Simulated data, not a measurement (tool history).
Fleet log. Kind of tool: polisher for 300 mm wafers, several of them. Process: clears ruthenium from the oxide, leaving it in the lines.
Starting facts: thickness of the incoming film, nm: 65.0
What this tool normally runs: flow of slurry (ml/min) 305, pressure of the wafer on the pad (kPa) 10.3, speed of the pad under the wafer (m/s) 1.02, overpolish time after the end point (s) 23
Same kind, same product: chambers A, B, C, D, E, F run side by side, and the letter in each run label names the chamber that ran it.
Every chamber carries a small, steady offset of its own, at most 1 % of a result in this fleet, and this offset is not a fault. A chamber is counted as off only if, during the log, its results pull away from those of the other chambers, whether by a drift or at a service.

| run | day | flow of slurry (ml/min) | pressure of the wafer on the pad (kPa) | speed of the pad under the wafer (m/s) | overpolish time after the end point (s) | wafers polished on this pad | hours since the slurry nozzle was cleaned | hours since the head pressure was calibrated | time until the end point was called (s) |
|---|---|---|---|---|---|---|---|---|---|
| 1C | 0.192 | 305 | 10.3 | 1.02 | 23 | 297 | 18.7 | 242.4 | 77.308 |
| 2F | 0.383 | 305 | 10.3 | 1.02 | 23 | 391 | 395.2 | 31.5 | 80.075 |
| 3E | 0.621 | 305 | 10.3 | 1.02 | 23 | 455 | 287 | 85.8 | 78.227 |
| 4B | 0.742 | 305 | 10.3 | 1.02 | 23 | 487 | 99.5 | 528.5 | 80.024 |
| 5D | 1.004 | 305 | 10.3 | 1.02 | 23 | 530 | 421.4 | 942.2 | 80.131 |
| 6A | 1.158 | 305 | 10.3 | 1.02 | 23 | 405 | 485.3 | 269.2 | 79.999 |
| 7A | 1.421 | 305 | 10.3 | 1.02 | 23 | 465 | 491.6 | 275.5 | 78.406 |
|  | 1.629 | chamber E: worn pad replaced by a new one |
| 8B | 1.633 | 305 | 10.3 | 1.02 | 23 | 689 | 120.9 | 549.9 | 81.041 |
| 9D | 1.829 | 305 | 10.3 | 1.02 | 23 | 718 | 441.2 | 962 | 76.781 |
| 10E | 1.988 | 305 | 10.3 | 1.02 | 12 | 81 | 319.8 | 118.6 | 77.54 |
|  | 2.046 | chamber D: worn pad replaced by a new one |
| 11F | 2.25 | 305 | 10.3 | 1.02 | 12 | 814 | 440 | 76.3 | 81.547 |
| 12C | 2.4 | 305 | 10.3 | 1.02 | 12 | 798 | 71.7 | 295.4 | 78.124 |
| 13B | 2.571 | 305 | 10.3 | 1.02 | 12 | 902 | 143.4 | 572.4 | 79.755 |
|  | 2.721 | chamber A: worn pad replaced by a new one |
|  | 2.808 | chamber C: worn pad replaced by a new one |
| 14A | 2.829 | 305 | 10.3 | 1.02 | 12 | 25 | 525.4 | 309.3 | 77.271 |
| 15E | 3 | 305 | 10.3 | 1.02 | 12 | 311 | 344.1 | 142.9 | 79.495 |
| 16D | 3.133 | 305 | 10.3 | 1.02 | 23 | 247 | 472.5 | 993.3 | 77.906 |
| 17C | 3.362 | 305 | 10.3 | 1.02 | 23 | 126 | 94.8 | 318.5 | 77.994 |
| 18F | 3.492 | 305 | 10.3 | 1.02 | 23 | 1096 | 469.8 | 106.1 | 80.36 |
| 19C | 3.65 | 380 | 12.4 | 1.02 | 23 | 191 | 101.7 | 325.4 | 63.965 |
| 20F | 3.871 | 380 | 12.4 | 1.02 | 23 | 1182 | 478.9 | 115.2 | 65.861 |
|  | 3.888 | chamber F: worn pad replaced by a new one |
| 21D | 4.125 | 380 | 12.4 | 1.02 | 23 | 471 | 496.3 | 1017.1 | 63.08 |
| 22B | 4.371 | 380 | 12.4 | 1.02 | 23 | 1310 | 186.6 | 615.6 | 66.556 |
| 23E | 4.504 | 380 | 12.4 | 1.02 | 23 | 652 | 380.2 | 179 | 63.251 |
| 24A | 4.708 | 380 | 12.4 | 1.02 | 23 | 451 | 570.5 | 354.4 | 66.212 |
| 25B | 4.833 | 305 | 10.3 | 1.02 | 23 | 1415 | 197.7 | 626.7 | 84.996 |
|  | 4.892 | chamber E: worn pad replaced by a new one |
| 26E | 4.954 | 305 | 10.3 | 1.02 | 23 | 14 | 391 | 189.8 | 77.523 |
| 27A | 5.079 | 305 | 10.3 | 1.02 | 23 | 535 | 579.4 | 363.3 | 80.712 |
| 28D | 5.358 | 305 | 10.3 | 1.02 | 23 | 751 | 525.9 | 1046.7 | 77.865 |
| 29F | 5.479 | 305 | 10.3 | 1.02 | 23 | 361 | 517.5 | 153.8 | 80.025 |
| 30C | 5.617 | 305 | 10.3 | 1.02 | 23 | 637 | 148.9 | 372.6 | 78.586 |
|  | 5.833 | chamber D: worn pad replaced by a new one |
| 31A | 5.883 | 305 | 10.3 | 1.32 | 14 | 718 | 598.7 | 382.6 | 60.666 |
| 32D | 6.146 | 305 | 10.3 | 1.32 | 14 | 71 | 544.8 | 1065.6 | 61.272 |
| 33B | 6.271 | 305 | 10.3 | 1.32 | 14 | 1741 | 232.2 | 661.2 | 68.97 |
| 34F | 6.433 | 305 | 10.3 | 1.32 | 14 | 577 | 540.4 | 176.7 | 60.949 |
| 35C | 6.625 | 305 | 10.3 | 1.32 | 14 | 866 | 173.1 | 396.8 | 59.811 |
| 36E | 6.846 | 305 | 10.3 | 1.32 | 14 | 443 | 436.4 | 235.2 | 60.939 |

Has any chamber moved away from the others, gradually or after a service, or does the common gauge drift, or do the chambers differ only by their own small steady offsets? State the chamber and the most likely cause if one applies.

Chamber B drifts away from the others.
Most likely cause: removal rate lost through wear of the pad, % = 12.1.
It could be hard to tell apart here from: head's pressure below its setpoint, %.

Chamber B could run next with any of the 4 candidate recipes listed below; each alters the usual settings, and their results appear as question marks. Which one brings its results back in line with what the other chambers deliver on the usual settings?
Allowed miss from the other chambers' usual-settings mean, per result, to count as in line: time until the end point was called (s) 3.5
| 37B-1 | 7.046 | 305 | 11 | 1.1 | 23 |  |  |  | ? |
| 37B-2 | 7.046 | 305 | 9.7 | 0.94 | 23 |  |  |  | ? |
| 37B-3 | 7.046 | 305 | 11 | 1.02 | 23 |  |  |  | ? |
| 37B-4 | 7.046 | 305 | 10.3 | 0.96 | 23 |  |  |  | ? |

On the usual settings, the other chambers give on average: time until the end point was called (s) 79.045
| run | time until the end point was called (s) |
|---|---|
| 37B-1 | 78.816 |
| 37B-2 | 105.7 |
| 37B-3 | 85.067 |
| 37B-4 | 96.519 |
It is 37B-1 that realigns the chamber with its peers.

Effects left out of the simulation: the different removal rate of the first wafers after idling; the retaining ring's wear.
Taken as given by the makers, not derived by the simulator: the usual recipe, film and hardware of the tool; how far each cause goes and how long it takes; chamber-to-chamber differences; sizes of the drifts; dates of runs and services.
